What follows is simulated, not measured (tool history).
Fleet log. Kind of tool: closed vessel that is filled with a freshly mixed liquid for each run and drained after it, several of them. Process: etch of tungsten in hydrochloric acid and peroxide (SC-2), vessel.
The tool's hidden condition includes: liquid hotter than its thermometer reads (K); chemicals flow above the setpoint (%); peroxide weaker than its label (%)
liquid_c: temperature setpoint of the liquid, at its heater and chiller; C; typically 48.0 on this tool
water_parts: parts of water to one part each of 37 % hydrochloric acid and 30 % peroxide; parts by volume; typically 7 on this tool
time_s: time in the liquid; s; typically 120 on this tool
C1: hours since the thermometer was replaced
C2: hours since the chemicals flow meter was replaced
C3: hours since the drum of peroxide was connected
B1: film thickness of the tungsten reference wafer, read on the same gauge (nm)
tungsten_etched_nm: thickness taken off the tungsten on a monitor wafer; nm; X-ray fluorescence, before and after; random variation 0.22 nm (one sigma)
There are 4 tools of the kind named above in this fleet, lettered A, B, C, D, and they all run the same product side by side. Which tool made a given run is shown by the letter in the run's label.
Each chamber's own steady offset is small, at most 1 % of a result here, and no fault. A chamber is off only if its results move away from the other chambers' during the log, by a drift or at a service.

{"run": "1B", "hour": 3.5, "liquid_c": 48.0, "water_parts": 7, "time_s": 120, "C1": 1701.9, "C2": 874.6, "C3": 750.0, "B1": 120.03, "tungsten_etched_nm": 23.769}
{"run": "2A", "hour": 6.5, "liquid_c": 48.0, "water_parts": 7, "time_s": 120, "C1": 1315.6, "C2": 24.5, "C3": 533.8, "B1": 120.0, "tungsten_etched_nm": 23.992}
{"run": "3C", "hour": 9.0, "liquid_c": 48.0, "water_parts": 7, "time_s": 120, "C1": 1482.9, "C2": 223.6, "C3": 672.1, "B1": 119.99, "tungsten_etched_nm": 23.772}
{"run": "4D", "hour": 13.5, "liquid_c": 48.0, "water_parts": 7, "time_s": 120, "C1": 1388.5, "C2": 105.5, "C3": 865.9, "B1": 120.0, "tungsten_etched_nm": 24.267}
{"run": "5C", "hour": 16.9, "liquid_c": 48.0, "water_parts": 7, "time_s": 120, "C1": 1490.8, "C2": 231.5, "C3": 680.0, "B1": 119.98, "tungsten_etched_nm": 23.837}
{"run": "6A", "hour": 19.3, "liquid_c": 48.0, "water_parts": 7, "time_s": 120, "C1": 1328.4, "C2": 37.3, "C3": 546.6, "B1": 120.01, "tungsten_etched_nm": 24.233}
{"run": "7D", "hour": 22.7, "liquid_c": 48.0, "water_parts": 7, "time_s": 120, "C1": 1397.7, "C2": 114.7, "C3": 875.1, "B1": 120.02, "tungsten_etched_nm": 24.149}
{"run": "8B", "hour": 26.3, "liquid_c": 48.0, "water_parts": 7, "time_s": 120, "C1": 1724.7, "C2": 897.4, "C3": 772.8, "B1": 119.98, "tungsten_etched_nm": 24.057}
{"run": "9A", "hour": 30.4, "liquid_c": 48.0, "water_parts": 5, "time_s": 120, "C1": 1339.5, "C2": 48.4, "C3": 557.7, "B1": 120.0, "tungsten_etched_nm": 31.196}
{"run": "10C", "hour": 34.2, "liquid_c": 48.0, "water_parts": 5, "time_s": 120, "C1": 1508.1, "C2": 248.8, "C3": 697.3, "B1": 120.03, "tungsten_etched_nm": 30.528}
{"run": "11D", "hour": 36.5, "liquid_c": 48.0, "water_parts": 5, "time_s": 120, "C1": 1411.5, "C2": 128.5, "C3": 888.9, "B1": 119.98, "tungsten_etched_nm": 30.869}
{"run": "12B", "hour": 39.5, "liquid_c": 48.0, "water_parts": 5, "time_s": 120, "C1": 1737.9, "C2": 910.6, "C3": 786.0, "B1": 119.99, "tungsten_etched_nm": 30.858}
{"run": "13B", "hour": 42.1, "liquid_c": 48.0, "water_parts": 7, "time_s": 120, "C1": 1740.5, "C2": 913.2, "C3": 788.6, "B1": 119.95, "tungsten_etched_nm": 24.096}
{"run": "14A", "hour": 45.9, "liquid_c": 48.0, "water_parts": 7, "time_s": 120, "C1": 1355.0, "C2": 63.9, "C3": 573.2, "B1": 119.99, "tungsten_etched_nm": 23.913}
{"run": "15D", "hour": 49.5, "liquid_c": 48.0, "water_parts": 7, "time_s": 120, "C1": 1424.5, "C2": 141.5, "C3": 901.9, "B1": 119.98, "tungsten_etched_nm": 24.07}
{"run": "16C", "hour": 53.8, "liquid_c": 48.0, "water_parts": 7, "time_s": 120, "C1": 1527.7, "C2": 268.4, "C3": 716.9, "B1": 119.98, "tungsten_etched_nm": 24.032}
{"run": "17B", "hour": 57.3, "liquid_c": 48.0, "water_parts": 7, "time_s": 120, "C1": 1755.7, "C2": 928.4, "C3": 803.8, "B1": 120.0, "tungsten_etched_nm": 23.873}
{"run": "18A", "hour": 61.9, "liquid_c": 48.0, "water_parts": 7, "time_s": 120, "C1": 1371.0, "C2": 79.9, "C3": 589.2, "B1": 120.0, "tungsten_etched_nm": 24.482}
{"run": "19D", "hour": 64.2, "liquid_c": 48.0, "water_parts": 7, "time_s": 120, "C1": 1439.2, "C2": 156.2, "C3": 916.6, "B1": 120.01, "tungsten_etched_nm": 23.996}
{"run": "20C", "hour": 67.3, "liquid_c": 48.0, "water_parts": 7, "time_s": 120, "C1": 1541.2, "C2": 281.9, "C3": 730.4, "B1": 120.0, "tungsten_etched_nm": 23.909}
{"run": "21C", "hour": 70.7, "liquid_c": 48.0, "water_parts": 7, "time_s": 120, "C1": 1544.6, "C2": 285.3, "C3": 733.8, "B1": 120.03, "tungsten_etched_nm": 23.773}
{"run": "22B", "hour": 74.9, "liquid_c": 42.5, "water_parts": 9, "time_s": 120, "C1": 1773.3, "C2": 946.0, "C3": 821.4, "B1": 120.0, "tungsten_etched_nm": 13.542}
{"run": "23D", "hour": 79.4, "liquid_c": 42.5, "water_parts": 9, "time_s": 120, "C1": 1454.4, "C2": 171.4, "C3": 931.8, "B1": 120.02, "tungsten_etched_nm": 13.398}
{"run": "24A", "hour": 81.5, "liquid_c": 42.5, "water_parts": 9, "time_s": 120, "C1": 1390.6, "C2": 99.5, "C3": 608.8, "B1": 120.02, "tungsten_etched_nm": 14.016}
{"run": "25D", "hour": 85.9, "liquid_c": 42.5, "water_parts": 9, "time_s": 120, "C1": 1460.9, "C2": 177.9, "C3": 938.3, "B1": 119.99, "tungsten_etched_nm": 13.254}
{"run": "26B", "hour": 89.8, "liquid_c": 48.0, "water_parts": 7, "time_s": 120, "C1": 1788.2, "C2": 960.9, "C3": 836.3, "B1": 119.99, "tungsten_etched_nm": 24.091}
{"run": "27C", "hour": 93.5, "liquid_c": 48.0, "water_parts": 7, "time_s": 120, "C1": 1567.4, "C2": 308.1, "C3": 756.6, "B1": 120.0, "tungsten_etched_nm": 23.993}
{"run": "28A", "hour": 96.4, "liquid_c": 48.0, "water_parts": 7, "time_s": 120, "C1": 1405.5, "C2": 114.4, "C3": 623.7, "B1": 119.99, "tungsten_etched_nm": 24.602}
{"run": "29D", "hour": 100.1, "liquid_c": 44.0, "water_parts": 7, "time_s": 185, "C1": 1475.1, "C2": 192.1, "C3": 952.5, "B1": 120.01, "tungsten_etched_nm": 28.176}
{"run": "30B", "hour": 103.5, "liquid_c": 44.0, "water_parts": 7, "time_s": 185, "C1": 1801.9, "C2": 974.6, "C3": 850.0, "B1": 119.99, "tungsten_etched_nm": 28.383}
{"run": "31A", "hour": 105.7, "liquid_c": 44.0, "water_parts": 7, "time_s": 185, "C1": 1414.8, "C2": 123.7, "C3": 633.0, "B1": 120.0, "tungsten_etched_nm": 30.036}
{"run": "32C", "hour": 109.3, "liquid_c": 44.0, "water_parts": 7, "time_s": 185, "C1": 1583.2, "C2": 323.9, "C3": 772.4, "B1": 119.96, "tungsten_etched_nm": 28.104}
{"run": "33D", "hour": 113.8, "liquid_c": 48.0, "water_parts": 7, "time_s": 120, "C1": 1488.8, "C2": 205.8, "C3": 966.2, "B1": 120.0, "tungsten_etched_nm": 24.165}
{"run": "34B", "hour": 117.7, "liquid_c": 48.0, "water_parts": 7, "time_s": 120, "C1": 1816.1, "C2": 988.8, "C3": 864.2, "B1": 119.98, "tungsten_etched_nm": 23.885}
{"run": "35C", "hour": 119.8, "liquid_c": 48.0, "water_parts": 7, "time_s": 120, "C1": 1593.7, "C2": 334.4, "C3": 782.9, "B1": 120.02, "tungsten_etched_nm": 23.89}
{"run": "36A", "hour": 122.1, "liquid_c": 48.0, "water_parts": 7, "time_s": 120, "C1": 1431.2, "C2": 140.1, "C3": 649.4, "B1": 120.03, "tungsten_etched_nm": 25.557}
{"run": "37A", "hour": 124.4, "liquid_c": 48.0, "water_parts": 7, "time_s": 120, "C1": 1433.5, "C2": 142.4, "C3": 651.7, "B1": 120.0, "tungsten_etched_nm": 25.747}
{"run": "38B", "hour": 128.0, "liquid_c": 48.0, "water_parts": 7, "time_s": 120, "C1": 1826.4, "C2": 999.1, "C3": 874.5, "B1": 119.99, "tungsten_etched_nm": 23.542}
{"run": "39D", "hour": 132.1, "liquid_c": 48.0, "water_parts": 7, "time_s": 120, "C1": 1507.1, "C2": 224.1, "C3": 984.5, "B1": 120.0, "tungsten_etched_nm": 24.278}
{"run": "40C", "hour": 134.4, "liquid_c": 48.0, "water_parts": 7, "time_s": 120, "C1": 1608.3, "C2": 349.0, "C3": 797.5, "B1": 119.99, "tungsten_etched_nm": 23.6}

Next, every chamber runs the same settings. What will each give?
{"run": "41A", "hour": 137.7, "liquid_c": 53.0, "water_parts": 7, "time_s": 120, "tungsten_etched_nm": "?"}
{"run": "41B", "hour": 137.7, "liquid_c": 53.0, "water_parts": 7, "time_s": 120, "tungsten_etched_nm": "?"}
{"run": "41C", "hour": 137.7, "liquid_c": 53.0, "water_parts": 7, "time_s": 120, "tungsten_etched_nm": "?"}
{"run": "41D", "hour": 137.7, "liquid_c": 53.0, "water_parts": 7, "time_s": 120, "tungsten_etched_nm": "?"}

run=41A tungsten_etched_nm=35.948
run=41B tungsten_etched_nm=33.228
run=41C tungsten_etched_nm=33.270
run=41D tungsten_etched_nm=34.478
